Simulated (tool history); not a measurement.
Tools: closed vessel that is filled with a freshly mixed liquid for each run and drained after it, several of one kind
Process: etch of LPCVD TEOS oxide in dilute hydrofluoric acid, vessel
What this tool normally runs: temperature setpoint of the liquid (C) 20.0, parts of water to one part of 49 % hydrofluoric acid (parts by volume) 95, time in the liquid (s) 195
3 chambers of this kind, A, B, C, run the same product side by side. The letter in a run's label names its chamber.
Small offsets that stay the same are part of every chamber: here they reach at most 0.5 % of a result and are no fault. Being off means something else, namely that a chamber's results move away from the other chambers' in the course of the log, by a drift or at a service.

run	hour	temperature setpoint of the liquid (C)	parts of water to one part of 49 % hydrofluoric acid (parts by volume)	time in the liquid (s)	hours since the thermometer was replaced	hours since the hydrofluoric acid flow meter was replaced	read-back film thickness of the LPCVD TEOS oxide reference wafer, read on the same gauge (nm)	thickness taken off the LPCVD TEOS oxide on a monitor wafer (Å)
1B	10.9	20.0	95	195	271.0	1121.8	129.98	446.44
2A	15.8	20.0	95	195	972.4	123.8	129.95	442.15
3C	23.8	20.0	95	195	962.3	28.6	129.98	445.75
# hour 27.9: chamber C: thermometer replaced
4A	29.5	20.0	95	195	986.1	137.5	130.03	445.02
5C	39.3	20.0	95	195	11.5	44.1	130.03	443.05
6B	49.5	17.5	65	195	309.6	1160.4	130.03	613.06
7C	60.4	17.5	65	195	32.6	65.2	130.02	613.53
8A	67.7	17.5	65	195	1024.3	175.7	129.97	609.80
9B	74.9	20.0	95	195	335.0	1185.8	130.00	447.96
10C	81.9	20.0	95	195	54.1	86.7	129.99	444.99
11B	89.1	20.0	95	195	349.2	1200.0	130.00	440.66
12A	100.3	20.0	95	195	1056.9	208.3	130.00	450.28
13C	106.2	20.0	95	195	78.4	111.0	130.00	444.61
14A	111.4	20.0	95	235	1068.0	219.4	129.99	539.26
15B	116.6	20.0	95	235	376.7	1227.5	130.01	536.93
16C	124.1	20.0	95	235	96.3	128.9	129.99	537.64
17B	130.5	20.0	95	195	390.6	1241.4	129.97	448.38
18A	139.5	20.0	95	195	1096.1	247.5	129.98	444.59
19A	145.6	20.0	95	195	1102.2	253.6	129.98	441.92
20C	150.9	20.0	95	195	123.1	155.7	129.96	444.26
21B	157.4	20.0	95	195	417.5	1268.3	129.97	443.04
22B	163.6	20.0	95	195	423.7	1274.5	129.98	448.21
23A	172.3	20.0	95	195	1128.9	280.3	130.03	443.48
24C	178.4	20.0	95	195	150.6	183.2	130.02	440.12
25B	184.0	20.0	95	195	444.1	1294.9	130.01	443.23
26A	192.8	20.0	95	195	1149.4	300.8	129.98	447.91
27C	201.4	20.0	95	195	173.6	206.2	129.99	442.27
28B	211.3	20.0	95	195	471.4	1322.2	129.97	445.75
29A	222.3	17.0	95	105	1178.9	330.3	130.03	210.98
30C	232.5	17.0	95	105	204.7	237.3	129.97	212.34
31A	242.6	17.0	95	105	1199.2	350.6	129.97	211.80
32C	248.7	20.0	95	195	220.9	253.5	129.94	446.10
33B	254.7	20.0	75	195	514.8	1365.6	130.02	574.42

The same settings go to every chamber for the next run, one line per chamber below. Forecast the results for each:
34A	262.7	18.5	95	195				?
34B	262.7	18.5	95	195				?
34C	262.7	18.5	95	195				?

run	thickness taken off the LPCVD TEOS oxide on a monitor wafer (Å)
34A	420.21
34B	420.30
34C	418.79
